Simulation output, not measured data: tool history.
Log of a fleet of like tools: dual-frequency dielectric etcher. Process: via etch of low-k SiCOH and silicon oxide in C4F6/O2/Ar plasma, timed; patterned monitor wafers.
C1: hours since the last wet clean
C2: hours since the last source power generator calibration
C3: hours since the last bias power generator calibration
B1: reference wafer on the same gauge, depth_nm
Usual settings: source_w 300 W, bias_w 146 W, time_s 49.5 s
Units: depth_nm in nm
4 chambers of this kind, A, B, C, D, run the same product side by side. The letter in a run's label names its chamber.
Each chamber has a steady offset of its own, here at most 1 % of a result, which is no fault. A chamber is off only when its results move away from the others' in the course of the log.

Run 1B, day 0.117: usual settings; C1 111.1; C2 2133.5; C3 3338.1; B1 104.01. Result: depth_nm 108.36 nm.
Run 2C, day 0.225: usual settings; C1 143.3; C2 1283.6; C3 3103.3; B1 104.03. Result: depth_nm 108.59 nm.
Run 3D, day 0.388: usual settings; C1 13.3; C2 237.6; C3 2683; B1 103.93. Result: depth_nm 108.9 nm.
Run 4A, day 0.512: usual settings; C1 334.2; C2 1448.9; C3 940.8; B1 103.95. Result: depth_nm 108.7 nm.
Run 5C, day 0.633: usual settings but source_w 330 W, time_s 44.5 s; C1 153.1; C2 1293.4; C3 3113.1; B1 104.03. Result: depth_nm 100.82 nm.
Run 6B, day 0.792: usual settings but source_w 330 W, time_s 44.5 s; C1 127.3; C2 2149.7; C3 3354.3; B1 104.02. Result: depth_nm 100.76 nm.
Run 7D, day 0.933: usual settings but source_w 330 W, time_s 44.5 s; C1 26.4; C2 250.7; C3 2696.1; B1 103.97. Result: depth_nm 101.62 nm.
Run 8A, day 1.104: usual settings but source_w 330 W, time_s 44.5 s; C1 348.4; C2 1463.1; C3 955; B1 103.97. Result: depth_nm 101.07 nm.
Run 9C, day 1.292: usual settings but time_s 55.5 s; C1 168.9; C2 1309.2; C3 3128.9; B1 104. Result: depth_nm 120.87 nm.
Run 10B, day 1.442: usual settings but time_s 55.5 s; C1 142.9; C2 2165.3; C3 3369.9; B1 103.95. Result: depth_nm 121.27 nm.
Run 11D, day 1.633: usual settings but time_s 55.5 s; C1 43.2; C2 267.5; C3 2712.9; B1 103.96. Result: depth_nm 121.79 nm.
Run 12A, day 1.775: usual settings but time_s 55.5 s; C1 364.5; C2 1479.2; C3 971.1; B1 104.03. Result: depth_nm 120.97 nm.
Run 13C, day 1.871: usual settings; C1 182.8; C2 1323.1; C3 3142.8; B1 104.03. Result: depth_nm 107.58 nm.
Run 14A, day 1.996: usual settings; C1 369.8; C2 1484.5; C3 976.4; B1 103.98. Result: depth_nm 107.47 nm.
Run 15B, day 2.096: usual settings; C1 158.6; C2 2181; C3 3385.6; B1 104.11. Result: depth_nm 108.57 nm.
Run 16D, day 2.271: usual settings; C1 58.5; C2 282.8; C3 2728.2; B1 104.01. Result: depth_nm 107.56 nm.
Run 17C, day 2.45: usual settings; C1 196.7; C2 1337; C3 3156.7; B1 103.92. Result: depth_nm 108.03 nm.
Run 18D, day 2.6: usual settings but source_w 360 W, bias_w 157 W; C1 66.4; C2 290.7; C3 2736.1; B1 104.03. Result: depth_nm 119.33 nm.
Run 19B, day 2.754: usual settings but source_w 360 W, bias_w 157 W; C1 174.4; C2 2196.8; C3 3401.4; B1 104. Result: depth_nm 118.81 nm.
Run 20A, day 2.917: usual settings but source_w 360 W, bias_w 157 W; C1 391.9; C2 1506.6; C3 998.5; B1 103.97. Result: depth_nm 118.13 nm.
Run 21C, day 3.046: usual settings but source_w 360 W, bias_w 157 W; C1 211; C2 1351.3; C3 3171; B1 103.91. Result: depth_nm 118.32 nm.
Run 22B, day 3.229: usual settings but source_w 270 W, time_s 60.5 s; C1 185.8; C2 2208.2; C3 3412.8; B1 103.99. Result: depth_nm 126.08 nm.
Run 23D, day 3.396: usual settings but source_w 270 W, time_s 60.5 s; C1 85.5; C2 309.8; C3 2755.2; B1 103.97. Result: depth_nm 127.77 nm.
Run 24A, day 3.533: usual settings but source_w 270 W, time_s 60.5 s; C1 406.7; C2 1521.4; C3 1013.3; B1 103.94. Result: depth_nm 127.18 nm.
Run 25B, day 3.667: usual settings but source_w 270 W, time_s 60.5 s; C1 196.3; C2 2218.7; C3 3423.3; B1 104.04. Result: depth_nm 127.58 nm.

Is one chamber off against the others, does the gauge drift, or is nothing wrong? If a chamber is off, say which, and what the likeliest cause is.

No chamber stands off beyond its own small offset, and the gauge holds steady.

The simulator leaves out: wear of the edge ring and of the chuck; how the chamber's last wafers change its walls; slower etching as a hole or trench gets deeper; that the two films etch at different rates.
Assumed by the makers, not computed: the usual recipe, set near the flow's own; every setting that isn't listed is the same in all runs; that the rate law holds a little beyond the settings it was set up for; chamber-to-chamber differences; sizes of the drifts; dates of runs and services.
